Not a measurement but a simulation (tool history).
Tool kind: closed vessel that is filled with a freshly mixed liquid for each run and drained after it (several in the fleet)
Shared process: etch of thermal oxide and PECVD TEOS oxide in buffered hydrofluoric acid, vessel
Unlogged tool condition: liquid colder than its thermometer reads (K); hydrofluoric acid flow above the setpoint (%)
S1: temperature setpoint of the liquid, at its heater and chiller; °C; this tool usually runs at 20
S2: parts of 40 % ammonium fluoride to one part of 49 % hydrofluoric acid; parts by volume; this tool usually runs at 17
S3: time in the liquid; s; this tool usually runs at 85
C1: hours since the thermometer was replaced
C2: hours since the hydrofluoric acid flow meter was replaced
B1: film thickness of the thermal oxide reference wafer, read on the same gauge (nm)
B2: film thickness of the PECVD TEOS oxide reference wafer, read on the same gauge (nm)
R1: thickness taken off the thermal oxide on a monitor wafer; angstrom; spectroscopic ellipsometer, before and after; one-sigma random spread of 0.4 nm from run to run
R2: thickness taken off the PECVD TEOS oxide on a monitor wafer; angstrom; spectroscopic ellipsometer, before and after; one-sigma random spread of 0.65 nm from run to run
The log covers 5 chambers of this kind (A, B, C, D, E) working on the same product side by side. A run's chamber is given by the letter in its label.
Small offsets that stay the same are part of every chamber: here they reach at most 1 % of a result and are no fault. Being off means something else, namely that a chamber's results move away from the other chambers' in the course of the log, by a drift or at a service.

{"run": "1B", "hour": 9.1, "S1": 20, "S2": 17, "S3": 85, "C1": 488.5, "C2": 777.2, "B1": 89.991, "B2": 50.036, "R1": 468.2, "R2": 1015}
{"run": "2C", "hour": 16.4, "S1": 20, "S2": 17, "S3": 85, "C1": 866.6, "C2": 493.2, "B1": 90, "B2": 49.995, "R1": 461.3, "R2": 1027.6}
{"run": "3A", "hour": 25.9, "S1": 20, "S2": 17, "S3": 85, "C1": 552.7, "C2": 218.8, "B1": 90, "B2": 50.012, "R1": 466.83, "R2": 1034.8}
{"run": "4E", "hour": 33.5, "S1": 20, "S2": 17, "S3": 85, "C1": 1107.5, "C2": 102.8, "B1": 90.006, "B2": 49.958, "R1": 478.9, "R2": 1025.1}
{"run": "5D", "hour": 39.1, "S1": 20, "S2": 17, "S3": 85, "C1": 721.7, "C2": 340.6, "B1": 89.997, "B2": 49.98, "R1": 454.81, "R2": 1036}
{"run": "6B", "hour": 50.3, "S1": 20, "S2": 17, "S3": 85, "C1": 529.7, "C2": 818.4, "B1": 89.98, "B2": 49.967, "R1": 466.09, "R2": 1029.2}
{"run": "7A", "hour": 59.7, "S1": 20, "S2": 17, "S3": 105, "C1": 586.5, "C2": 252.6, "B1": 89.953, "B2": 49.981, "R1": 582.47, "R2": 1282}
{"run": "8C", "hour": 68.7, "S1": 20, "S2": 17, "S3": 105, "C1": 918.9, "C2": 545.5, "B1": 90.005, "B2": 49.976, "R1": 570.83, "R2": 1268.9}
{"run": "9E", "hour": 76.4, "S1": 20, "S2": 17, "S3": 105, "C1": 1150.4, "C2": 145.7, "B1": 89.999, "B2": 49.952, "R1": 571.39, "R2": 1270.6}
{"run": "10D", "hour": 86.4, "S1": 20, "S2": 17, "S3": 105, "C1": 769, "C2": 387.9, "B1": 89.984, "B2": 50.013, "R1": 572.23, "R2": 1282}
{"run": "11D", "hour": 94.7, "S1": 20, "S2": 17, "S3": 105, "C1": 777.3, "C2": 396.2, "B1": 89.947, "B2": 50.013, "R1": 579, "R2": 1275.7}
{"run": "12E", "hour": 105.1, "S1": 20, "S2": 17, "S3": 85, "C1": 1179.1, "C2": 174.4, "B1": 90.014, "B2": 49.997, "R1": 458.66, "R2": 1029.3}
{"run": "13C", "hour": 113.5, "S1": 20, "S2": 17, "S3": 85, "C1": 963.7, "C2": 590.3, "B1": 90.021, "B2": 49.993, "R1": 470.97, "R2": 1018}
{"run": "14A", "hour": 118.5, "S1": 20, "S2": 17, "S3": 85, "C1": 645.3, "C2": 311.4, "B1": 90.021, "B2": 50, "R1": 467.11, "R2": 1034.4}
{"run": "15B", "hour": 128.7, "S1": 20, "S2": 17, "S3": 85, "C1": 608.1, "C2": 896.8, "B1": 90.026, "B2": 50.016, "R1": 466.3, "R2": 1026.9}
{"run": "16D", "hour": 136.6, "S1": 20, "S2": 17, "S3": 85, "C1": 819.2, "C2": 438.1, "B1": 89.986, "B2": 49.973, "R1": 469.6, "R2": 1040.3}
{"run": "17C", "hour": 146.9, "S1": 20, "S2": 17, "S3": 85, "C1": 997.1, "C2": 623.7, "B1": 90.001, "B2": 50.012, "R1": 463.39, "R2": 1034.7}
{"run": "18B", "hour": 157.5, "S1": 20, "S2": 17, "S3": 85, "C1": 636.9, "C2": 925.6, "B1": 89.987, "B2": 49.979, "R1": 465.44, "R2": 1030.5}
{"run": "19A", "hour": 163.8, "S1": 20, "S2": 10.5, "S3": 85, "C1": 690.6, "C2": 356.7, "B1": 90.021, "B2": 49.992, "R1": 754.53, "R2": 1664.4}
{"run": "20E", "hour": 172.1, "S1": 20, "S2": 10.5, "S3": 85, "C1": 1246.1, "C2": 241.4, "B1": 90, "B2": 50.032, "R1": 754.36, "R2": 1637}
{"run": "21B", "hour": 180.0, "S1": 20, "S2": 10.5, "S3": 85, "C1": 659.4, "C2": 948.1, "B1": 90.007, "B2": 50.007, "R1": 759.96, "R2": 1655.4}
{"run": "22D", "hour": 190.9, "S1": 20, "S2": 10.5, "S3": 85, "C1": 873.5, "C2": 492.4, "B1": 90.006, "B2": 49.988, "R1": 752.35, "R2": 1674.9}
{"run": "23A", "hour": 199.3, "S1": 20, "S2": 10.5, "S3": 85, "C1": 726.1, "C2": 392.2, "B1": 89.989, "B2": 50.012, "R1": 743.3, "R2": 1664.9}
{"run": "24E", "hour": 210.5, "S1": 20, "S2": 17, "S3": 85, "C1": 1284.5, "C2": 279.8, "B1": 89.999, "B2": 50.03, "R1": 471.87, "R2": 1016.2}
{"run": "25C", "hour": 216.5, "S1": 20, "S2": 17, "S3": 85, "C1": 1066.7, "C2": 693.3, "B1": 89.952, "B2": 50.011, "R1": 465.18, "R2": 1028.4}
{"hour": 224.6, "done": "chamber E: thermometer replaced"}
{"run": "26D", "hour": 225.8, "S1": 20, "S2": 17, "S3": 85, "C1": 908.4, "C2": 527.3, "B1": 89.97, "B2": 49.989, "R1": 466.75, "R2": 1041.1}
{"run": "27C", "hour": 235.4, "S1": 20, "S2": 17, "S3": 85, "C1": 1085.6, "C2": 712.2, "B1": 90.01, "B2": 50.009, "R1": 463, "R2": 1025.4}
{"run": "28B", "hour": 241.7, "S1": 23, "S2": 13, "S3": 85, "C1": 721.1, "C2": 1009.8, "B1": 90.013, "B2": 49.992, "R1": 718.31, "R2": 1601}
{"run": "29A", "hour": 253.0, "S1": 23, "S2": 13, "S3": 85, "C1": 779.8, "C2": 445.9, "B1": 89.962, "B2": 50.002, "R1": 707.99, "R2": 1593.7}
{"run": "30E", "hour": 261.0, "S1": 23, "S2": 13, "S3": 85, "C1": 36.5, "C2": 330.3, "B1": 90.052, "B2": 50.02, "R1": 717.63, "R2": 1568.9}
{"hour": 261.7, "done": "chamber D: thermometer replaced"}
{"run": "31A", "hour": 267.7, "S1": 23, "S2": 13, "S3": 85, "C1": 794.5, "C2": 460.6, "B1": 89.99, "B2": 49.971, "R1": 724.51, "R2": 1582.7}
{"hour": 275.7, "done": "chamber B: thermometer replaced"}
{"run": "32E", "hour": 275.9, "S1": 23, "S2": 13, "S3": 85, "C1": 51.4, "C2": 345.2, "B1": 90.035, "B2": 49.992, "R1": 734.87, "R2": 1583}
{"run": "33B", "hour": 282.4, "S1": 20, "S2": 17, "S3": 85, "C1": 6.8, "C2": 1050.5, "B1": 89.952, "B2": 50.048, "R1": 467, "R2": 1035.7}
{"run": "34D", "hour": 293.2, "S1": 20, "S2": 17, "S3": 85, "C1": 31.5, "C2": 594.7, "B1": 90.016, "B2": 49.995, "R1": 469.41, "R2": 1037.5}
{"run": "35C", "hour": 301.5, "S1": 20, "S2": 17, "S3": 85, "C1": 1151.7, "C2": 778.3, "B1": 89.992, "B2": 49.987, "R1": 459.92, "R2": 1016.7}
{"run": "36A", "hour": 309.7, "S1": 24, "S2": 17, "S3": 65, "C1": 836.5, "C2": 502.6, "B1": 90.023, "B2": 49.964, "R1": 453.79, "R2": 997.93}
{"run": "37B", "hour": 316.0, "S1": 24, "S2": 17, "S3": 65, "C1": 40.4, "C2": 1084.1, "B1": 90.021, "B2": 49.987, "R1": 450.6, "R2": 975.37}
{"run": "38D", "hour": 323.9, "S1": 24, "S2": 17, "S3": 65, "C1": 62.2, "C2": 625.4, "B1": 90.024, "B2": 49.995, "R1": 438.32, "R2": 995.8}
{"run": "39E", "hour": 331.8, "S1": 24, "S2": 17, "S3": 65, "C1": 107.3, "C2": 401.1, "B1": 89.952, "B2": 50, "R1": 445.28, "R2": 975.59}
{"run": "40C", "hour": 338.4, "S1": 24, "S2": 17, "S3": 65, "C1": 1188.6, "C2": 815.2, "B1": 90.012, "B2": 50.001, "R1": 445.55, "R2": 976.63}
{"run": "41A", "hour": 346.5, "S1": 20, "S2": 23, "S3": 85, "C1": 873.3, "C2": 539.4, "B1": 90.017, "B2": 49.983, "R1": 363.88, "R2": 796.19}

Predict what each chamber gives when all 5 of them run the settings below next.
{"run": "42A", "hour": 354.7, "S1": 17, "S2": 17, "S3": 85, "R1": "?", "R2": "?"}
{"run": "42B", "hour": 354.7, "S1": 17, "S2": 17, "S3": 85, "R1": "?", "R2": "?"}
{"run": "42C", "hour": 354.7, "S1": 17, "S2": 17, "S3": 85, "R1": "?", "R2": "?"}
{"run": "42D", "hour": 354.7, "S1": 17, "S2": 17, "S3": 85, "R1": "?", "R2": "?"}
{"run": "42E", "hour": 354.7, "S1": 17, "S2": 17, "S3": 85, "R1": "?", "R2": "?"}

run=42A R1=397.27 R2=863.68
run=42B R1=391.44 R2=865.06
run=42C R1=383.67 R2=861.51
run=42D R1=390.44 R2=882.73
run=42E R1=399.85 R2=865.81
